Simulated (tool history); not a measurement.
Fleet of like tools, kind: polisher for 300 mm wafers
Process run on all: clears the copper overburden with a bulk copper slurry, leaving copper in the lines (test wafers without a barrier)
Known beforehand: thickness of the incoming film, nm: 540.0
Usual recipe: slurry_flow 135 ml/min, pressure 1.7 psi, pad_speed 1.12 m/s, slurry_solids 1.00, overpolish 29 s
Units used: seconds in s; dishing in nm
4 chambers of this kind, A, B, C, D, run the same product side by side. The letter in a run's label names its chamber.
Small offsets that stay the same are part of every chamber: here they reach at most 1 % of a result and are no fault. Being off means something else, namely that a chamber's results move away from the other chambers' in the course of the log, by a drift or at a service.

run	day	slurry_flow	pressure	pad_speed	slurry_solids	overpolish	wafers polished on this pad	hours since the slurry nozzle was cleaned	hours since the head pressure was calibrated	hours since the slurry blender was calibrated	seconds	dishing
1C	0.158	135	1.7	1.12	1.00	29	830	229.1	134.6	56.2	102.060	73.861
2A	0.346	135	1.7	1.12	1.00	29	452	412.7	162.7	124.5	98.616	73.022
3B	0.533	135	1.7	1.12	1.00	29	527	293.8	693.3	104.6	100.290	71.098
4D	0.733	135	1.7	1.12	1.00	29	271	288.1	196.5	232.8	101.440	71.907
5A	0.883	135	1.7	1.12	1.00	29	548	425.6	175.6	137.4	102.240	76.109
6D	1.029	135	1.7	1.48	0.85	29	324	295.2	203.6	239.9	80.691	83.648
7C	1.196	135	1.7	1.48	0.85	29	1016	254.0	159.5	81.1	81.711	82.446
8B	1.350	135	1.7	1.48	0.85	29	673	313.4	712.9	124.2	78.915	83.003
9D	1.554	135	1.7	1.48	0.85	29	418	307.8	216.2	252.5	78.362	83.059
10B	1.721	135	1.7	1.12	1.00	29	739	322.3	721.8	133.1	100.390	73.052
# day 1.817: chamber C: slurry nozzle cleaned
11A	1.862	135	1.7	1.12	1.00	29	724	449.1	199.1	160.9	98.268	73.125
12C	1.954	135	1.7	1.12	1.00	29	1152	3.4	177.7	99.3	97.838	74.385
# day 2.075: chamber A: slurry nozzle cleaned
13A	2.104	135	1.7	1.12	1.00	29	767	0.7	204.9	166.7	100.550	75.613
# day 2.250: chamber D: worn pad replaced by a new one
14C	2.283	135	1.7	1.12	1.00	29	1211	11.3	185.6	107.2	98.580	72.201
15D	2.383	135	1.7	1.12	1.00	29	24	327.7	236.1	272.4	100.200	73.368
16B	2.542	135	1.7	1.12	1.00	29	886	342.0	741.5	152.8	101.750	72.239
17A	2.667	135	1.7	1.12	1.00	29	868	14.2	218.4	180.2	99.213	73.858
# day 2.821: chamber B: worn pad replaced by a new one
18D	2.825	135	1.7	1.12	1.00	29	103	338.3	246.7	283.0	98.713	73.600
# day 2.917: chamber A: worn pad replaced by a new one
19B	3.021	135	1.7	1.12	1.00	29	36	353.5	753.0	164.3	99.229	73.697
20C	3.192	135	1.7	1.12	1.30	42	1373	33.1	207.4	129.0	99.532	86.937
21D	3.371	135	1.7	1.12	1.30	42	201	351.4	259.8	296.1	94.622	90.153
22B	3.500	135	1.7	1.12	1.30	42	122	365.0	764.5	175.8	93.860	87.710
23A	3.662	135	1.7	1.12	1.30	42	133	38.1	242.3	204.1	95.138	87.523
24C	3.833	135	1.7	1.12	1.00	29	1488	48.5	222.8	144.4	104.100	72.191
25A	3.929	135	1.7	1.12	1.00	29	181	44.5	248.7	210.5	99.231	73.633
# day 3.954: chamber D: slurry nozzle cleaned
# day 3.996: chamber D: slurry blender recalibrated
26C	4.133	165	1.7	1.12	1.25	29	1542	55.7	230.0	151.6	97.295	73.440
27B	4.308	165	1.7	1.12	1.25	29	266	384.4	783.9	195.2	93.642	75.601
28D	4.446	165	1.7	1.12	1.25	29	393	11.8	285.6	10.9	93.645	79.041
29B	4.550	165	1.7	1.12	1.25	29	310	390.2	789.7	201.0	94.151	77.669
30D	4.692	135	1.7	1.12	1.00	29	437	17.7	291.5	16.8	97.057	73.837
31C	4.792	135	1.7	1.12	1.00	29	1660	71.5	245.8	167.4	107.700	69.719
32A	4.946	135	1.7	1.12	1.00	29	363	68.9	273.1	234.9	102.990	74.684
33D	5.146	135	1.7	1.12	1.00	29	519	28.6	302.4	27.7	100.300	73.577
# day 5.279: chamber D: worn pad replaced by a new one
34A	5.317	135	1.7	1.12	1.00	29	429	77.8	282.0	243.8	102.490	73.665
35C	5.508	135	1.7	1.12	1.00	29	1788	88.7	263.0	184.6	110.810	70.456
36B	5.642	135	1.7	1.12	1.00	29	505	416.4	815.9	227.2	101.050	71.416
37D	5.800	135	1.7	1.12	1.00	29	93	44.3	318.1	43.4	99.267	72.828
38A	5.900	135	1.7	1.12	1.00	29	534	91.8	296.0	257.8	99.079	75.757
39B	6.075	135	1.7	1.12	1.00	29	583	426.8	826.3	237.6	99.913	72.960
40C	6.221	135	1.7	1.12	1.00	29	1916	105.8	280.1	201.7	108.480	69.194
41B	6.342	135	1.7	1.12	1.00	29	631	433.2	832.7	244.0	101.920	73.039
42A	6.438	135	1.7	1.12	1.00	29	630	104.7	308.9	270.7	100.610	73.217
43C	6.550	135	1.7	1.12	1.00	29	1975	113.7	288.0	209.6	110.950	67.572

All chambers now run identical settings, listed one chamber a line with results as question marks. What results will each chamber show?
44A	6.700	135	1.7	1.12	1.00	29					?	?
44B	6.700	135	1.7	1.12	1.00	29					?	?
44C	6.700	135	1.7	1.12	1.00	29					?	?
44D	6.700	135	1.7	1.12	1.00	29					?	?

run	seconds	dishing
44A	101.670	75.411
44B	99.969	71.366
44C	111.210	71.064
44D	100.120	73.464
